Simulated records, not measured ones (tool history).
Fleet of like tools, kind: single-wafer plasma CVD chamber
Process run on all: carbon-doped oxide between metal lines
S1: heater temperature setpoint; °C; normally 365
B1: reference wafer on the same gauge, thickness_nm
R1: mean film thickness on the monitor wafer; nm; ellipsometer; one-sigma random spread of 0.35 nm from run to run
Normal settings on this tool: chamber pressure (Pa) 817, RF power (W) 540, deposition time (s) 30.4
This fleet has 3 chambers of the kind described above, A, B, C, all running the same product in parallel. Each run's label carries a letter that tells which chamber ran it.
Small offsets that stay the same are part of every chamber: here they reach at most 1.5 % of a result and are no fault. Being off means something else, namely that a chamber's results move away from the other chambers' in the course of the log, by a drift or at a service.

run 1B day=0.308 | S1=365 chamber_pressure_(Pa)=817 RF_power_(W)=540 deposition_time_(s)=30.4 | B1=141.05 | R1=163.06
run 2C day=0.704 | S1=365 chamber_pressure_(Pa)=817 RF_power_(W)=540 deposition_time_(s)=30.4 | B1=141.01 | R1=162.74
run 3A day=1.125 | S1=365 chamber_pressure_(Pa)=817 RF_power_(W)=540 deposition_time_(s)=30.4 | B1=141.00 | R1=162.09
run 4C day=1.429 | S1=365 chamber_pressure_(Pa)=817 RF_power_(W)=540 deposition_time_(s)=30.4 | B1=141.02 | R1=162.64
run 5A day=2.021 | S1=365 chamber_pressure_(Pa)=817 RF_power_(W)=540 deposition_time_(s)=30.4 | B1=140.99 | R1=161.96
run 6B day=2.462 | S1=365 chamber_pressure_(Pa)=817 RF_power_(W)=540 deposition_time_(s)=30.4 | B1=141.03 | R1=163.45
run 7C day=3.021 | S1=365 chamber_pressure_(Pa)=817 RF_power_(W)=540 deposition_time_(s)=30.4 | B1=140.95 | R1=161.75
run 8A day=3.488 | S1=365 chamber_pressure_(Pa)=817 RF_power_(W)=540 deposition_time_(s)=30.4 | B1=141.01 | R1=162.32
-- day=3.817 chamber B: RF generator calibrated
run 9B day=4.033 | S1=365 chamber_pressure_(Pa)=817 RF_power_(W)=540 deposition_time_(s)=30.4 | B1=141.03 | R1=162.76
run 10C day=4.467 | S1=365 chamber_pressure_(Pa)=817 RF_power_(W)=540 deposition_time_(s)=30.4 | B1=140.99 | R1=162.03
run 11B day=4.988 | S1=365 chamber_pressure_(Pa)=817 RF_power_(W)=540 deposition_time_(s)=30.4 | B1=141.00 | R1=162.60
-- day=5.146 chamber C: thermocouple changed; heater temperature recalibrated
run 12A day=5.571 | S1=365 chamber_pressure_(Pa)=817 RF_power_(W)=540 deposition_time_(s)=30.4 | B1=141.00 | R1=162.31
run 13C day=5.988 | S1=365 chamber_pressure_(Pa)=817 RF_power_(W)=540 deposition_time_(s)=30.4 | B1=140.93 | R1=162.15
run 14B day=6.446 | S1=365 chamber_pressure_(Pa)=817 RF_power_(W)=540 deposition_time_(s)=30.4 | B1=140.95 | R1=162.63
run 15A day=6.775 | S1=365 chamber_pressure_(Pa)=817 RF_power_(W)=540 deposition_time_(s)=30.4 | B1=140.96 | R1=161.74
run 16A day=7.033 | S1=365 chamber_pressure_(Pa)=817 RF_power_(W)=540 deposition_time_(s)=30.4 | B1=141.07 | R1=162.31
run 17C day=7.562 | S1=365 chamber_pressure_(Pa)=817 RF_power_(W)=540 deposition_time_(s)=30.4 | B1=141.03 | R1=162.26
run 18B day=7.912 | S1=365 chamber_pressure_(Pa)=817 RF_power_(W)=540 deposition_time_(s)=30.4 | B1=140.97 | R1=162.58
run 19C day=8.288 | S1=375 chamber_pressure_(Pa)=817 RF_power_(W)=540 deposition_time_(s)=30.4 | B1=141.01 | R1=158.52
run 20A day=8.842 | S1=375 chamber_pressure_(Pa)=817 RF_power_(W)=540 deposition_time_(s)=30.4 | B1=141.04 | R1=158.49
run 21B day=9.154 | S1=375 chamber_pressure_(Pa)=817 RF_power_(W)=540 deposition_time_(s)=30.4 | B1=140.97 | R1=159.21
run 22C day=9.612 | S1=358 chamber_pressure_(Pa)=817 RF_power_(W)=540 deposition_time_(s)=27.2 | B1=140.97 | R1=147.87
run 23B day=10.058 | S1=358 chamber_pressure_(Pa)=817 RF_power_(W)=540 deposition_time_(s)=27.2 | B1=141.05 | R1=148.82
run 24A day=10.629 | S1=358 chamber_pressure_(Pa)=817 RF_power_(W)=540 deposition_time_(s)=27.2 | B1=141.05 | R1=148.19
run 25C day=10.979 | S1=365 chamber_pressure_(Pa)=817 RF_power_(W)=540 deposition_time_(s)=30.4 | B1=140.89 | R1=162.42
run 26A day=11.529 | S1=365 chamber_pressure_(Pa)=817 RF_power_(W)=540 deposition_time_(s)=26.2 | B1=141.03 | R1=140.29
run 27B day=11.950 | S1=365 chamber_pressure_(Pa)=817 RF_power_(W)=540 deposition_time_(s)=26.2 | B1=141.00 | R1=140.76
-- day=12.058 chamber A: thermocouple changed; heater temperature recalibrated
run 28A day=12.404 | S1=365 chamber_pressure_(Pa)=817 RF_power_(W)=540 deposition_time_(s)=26.2 | B1=140.90 | R1=140.03
run 29C day=12.688 | S1=365 chamber_pressure_(Pa)=817 RF_power_(W)=540 deposition_time_(s)=30.4 | B1=141.03 | R1=162.05
run 30B day=13.162 | S1=365 chamber_pressure_(Pa)=817 RF_power_(W)=540 deposition_time_(s)=30.4 | B1=141.02 | R1=162.12

One chamber off, gauge drift, or nothing amiss beyond the chambers' own small offsets? If it is a chamber, which one, and what is the likeliest cause?

All chambers stay in line apart from their small fixed offsets, and the gauge does not drift.
